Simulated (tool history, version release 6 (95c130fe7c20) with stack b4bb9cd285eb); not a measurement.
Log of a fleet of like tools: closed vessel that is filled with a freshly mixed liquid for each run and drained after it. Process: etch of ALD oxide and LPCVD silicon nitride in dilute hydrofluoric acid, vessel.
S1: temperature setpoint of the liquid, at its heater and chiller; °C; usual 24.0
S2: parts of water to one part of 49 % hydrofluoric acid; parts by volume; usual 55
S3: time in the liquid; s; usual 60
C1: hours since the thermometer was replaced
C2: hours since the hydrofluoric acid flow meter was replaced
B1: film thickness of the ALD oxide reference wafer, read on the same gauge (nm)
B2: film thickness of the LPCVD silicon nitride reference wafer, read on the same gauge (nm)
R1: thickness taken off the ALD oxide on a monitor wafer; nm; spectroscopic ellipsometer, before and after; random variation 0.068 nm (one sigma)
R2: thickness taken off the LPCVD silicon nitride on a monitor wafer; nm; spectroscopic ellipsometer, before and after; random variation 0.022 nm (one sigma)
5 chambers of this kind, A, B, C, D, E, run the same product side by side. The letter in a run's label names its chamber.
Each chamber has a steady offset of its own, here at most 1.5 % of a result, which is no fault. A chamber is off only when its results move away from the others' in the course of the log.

run 1E day=0.225 | S1=24.0 S2=55 S3=60 | C1=50.8 C2=187.2 | B1=40.013 B2=60.016 | R1=13.0870 R2=0.49933
run 2B day=0.442 | S1=24.0 S2=55 S3=60 | C1=81.6 C2=583.6 | B1=39.986 B2=60.010 | R1=12.8270 R2=0.53483
run 3D day=0.604 | S1=24.0 S2=55 S3=60 | C1=439.4 C2=803.2 | B1=39.985 B2=60.007 | R1=13.0680 R2=0.53980
run 4A day=0.758 | S1=24.0 S2=55 S3=60 | C1=1504.6 C2=683.0 | B1=40.010 B2=60.013 | R1=13.2250 R2=0.54213
run 5C day=1.017 | S1=24.0 S2=55 S3=60 | C1=2185.3 C2=105.2 | B1=39.955 B2=60.005 | R1=13.1010 R2=0.49633
run 6B day=1.312 | S1=24.0 S2=55 S3=60 | C1=102.5 C2=604.5 | B1=39.951 B2=59.987 | R1=12.9720 R2=0.50574
run 7D day=1.479 | S1=24.0 S2=55 S3=60 | C1=460.4 C2=824.2 | B1=40.010 B2=60.015 | R1=13.1180 R2=0.50595
run 8E day=1.650 | S1=24.0 S2=55 S3=60 | C1=85.0 C2=221.4 | B1=40.010 B2=60.014 | R1=13.1050 R2=0.53577
run 9C day=1.912 | S1=24.0 S2=40 S3=30 | C1=2206.8 C2=126.7 | B1=39.976 B2=60.014 | R1=9.1922 R2=0.35712
run 10A day=2.175 | S1=24.0 S2=40 S3=30 | C1=1538.6 C2=717.0 | B1=40.026 B2=60.002 | R1=9.1597 R2=0.35411
run 11C day=2.362 | S1=24.0 S2=40 S3=30 | C1=2217.6 C2=137.5 | B1=40.013 B2=60.011 | R1=9.1294 R2=0.36842
run 12B day=2.621 | S1=24.0 S2=40 S3=30 | C1=133.9 C2=635.9 | B1=39.989 B2=59.993 | R1=9.0751 R2=0.35601
run 13E day=2.796 | S1=24.0 S2=40 S3=30 | C1=112.5 C2=248.9 | B1=39.984 B2=60.005 | R1=9.0082 R2=0.37795
run 14D day=3.079 | S1=21.5 S2=70 S3=60 | C1=498.8 C2=862.6 | B1=40.028 B2=59.977 | R1=9.1307 R2=0.35043
run 15A day=3.271 | S1=21.5 S2=70 S3=60 | C1=1564.9 C2=743.3 | B1=39.986 B2=60.008 | R1=9.1551 R2=0.36717
run 16A day=3.483 | S1=21.5 S2=70 S3=60 | C1=1570.0 C2=748.4 | B1=39.991 B2=59.995 | R1=9.1974 R2=0.33521
-- day=3.604 chamber A: thermometer replaced
run 17E day=3.721 | S1=21.5 S2=70 S3=60 | C1=134.7 C2=271.1 | B1=40.032 B2=60.010 | R1=9.0794 R2=0.34174
run 18B day=3.933 | S1=21.5 S2=70 S3=60 | C1=165.4 C2=667.4 | B1=39.982 B2=59.978 | R1=9.0293 R2=0.34754
run 19D day=4.125 | S1=24.0 S2=55 S3=60 | C1=523.9 C2=887.7 | B1=40.024 B2=60.003 | R1=13.1200 R2=0.50907
run 20C day=4.292 | S1=24.0 S2=55 S3=60 | C1=2263.9 C2=183.8 | B1=40.001 B2=60.004 | R1=13.1290 R2=0.54309
run 21E day=4.583 | S1=24.0 S2=55 S3=60 | C1=155.4 C2=291.8 | B1=40.008 B2=59.987 | R1=13.0940 R2=0.52766
run 22A day=4.783 | S1=24.0 S2=80 S3=30 | C1=28.4 C2=779.6 | B1=39.993 B2=59.995 | R1=4.3936 R2=0.19501
run 23C day=5.083 | S1=24.0 S2=80 S3=30 | C1=2282.9 C2=202.8 | B1=40.014 B2=60.007 | R1=4.3738 R2=0.16839
run 24B day=5.354 | S1=24.0 S2=80 S3=30 | C1=199.5 C2=701.5 | B1=39.974 B2=59.996 | R1=4.2995 R2=0.17763
run 25D day=5.600 | S1=24.0 S2=80 S3=30 | C1=559.3 C2=923.1 | B1=40.007 B2=60.001 | R1=4.3696 R2=0.18196
run 26A day=5.808 | S1=24.0 S2=80 S3=30 | C1=53.0 C2=804.2 | B1=40.001 B2=59.998 | R1=4.3652 R2=0.18440
run 27C day=5.996 | S1=24.0 S2=55 S3=60 | C1=2304.8 C2=224.7 | B1=39.974 B2=59.988 | R1=12.9470 R2=0.50647
run 28B day=6.279 | S1=24.0 S2=55 S3=60 | C1=221.7 C2=723.7 | B1=40.010 B2=59.989 | R1=12.9060 R2=0.52021
run 29E day=6.517 | S1=24.0 S2=55 S3=60 | C1=201.8 C2=338.2 | B1=39.978 B2=60.012 | R1=12.9970 R2=0.53601
-- day=6.546 chamber D: hydrofluoric acid flow meter replaced
run 30D day=6.667 | S1=24.0 S2=55 S3=60 | C1=584.9 C2=2.9 | B1=39.966 B2=59.984 | R1=13.1860 R2=0.46975
run 31E day=6.900 | S1=24.0 S2=55 S3=60 | C1=211.0 C2=347.4 | B1=39.968 B2=59.988 | R1=13.1520 R2=0.52467
run 32A day=7.125 | S1=24.0 S2=55 S3=60 | C1=84.6 C2=835.8 | B1=40.028 B2=60.006 | R1=13.2870 R2=0.52054
run 33C day=7.417 | S1=24.0 S2=55 S3=60 | C1=2338.9 C2=258.8 | B1=40.016 B2=59.999 | R1=12.9710 R2=0.48295
run 34B day=7.554 | S1=24.0 S2=55 S3=60 | C1=252.3 C2=754.3 | B1=39.959 B2=60.008 | R1=12.8910 R2=0.53336
run 35D day=7.696 | S1=24.0 S2=55 S3=60 | C1=609.6 C2=27.6 | B1=39.990 B2=59.992 | R1=13.0980 R2=0.47641
run 36E day=7.904 | S1=24.0 S2=55 S3=60 | C1=235.1 C2=371.5 | B1=39.981 B2=60.000 | R1=13.0500 R2=0.54052
run 37C day=8.100 | S1=24.0 S2=55 S3=60 | C1=2355.3 C2=275.2 | B1=39.989 B2=60.013 | R1=13.1210 R2=0.50847

Next, every chamber runs the same settings. What will each give?
run 38A day=8.321 | S1=24.0 S2=55 S3=75 | R1=? R2=?
run 38B day=8.321 | S1=24.0 S2=55 S3=75 | R1=? R2=?
run 38C day=8.321 | S1=24.0 S2=55 S3=75 | R1=? R2=?
run 38D day=8.321 | S1=24.0 S2=55 S3=75 | R1=? R2=?
run 38E day=8.321 | S1=24.0 S2=55 S3=75 | R1=? R2=?

run=38A R1=16.2440 R2=0.65614
run=38B R1=16.0950 R2=0.67606
run=38C R1=16.3330 R2=0.61454
run=38D R1=16.3590 R2=0.59726
run=38E R1=16.3130 R2=0.65020
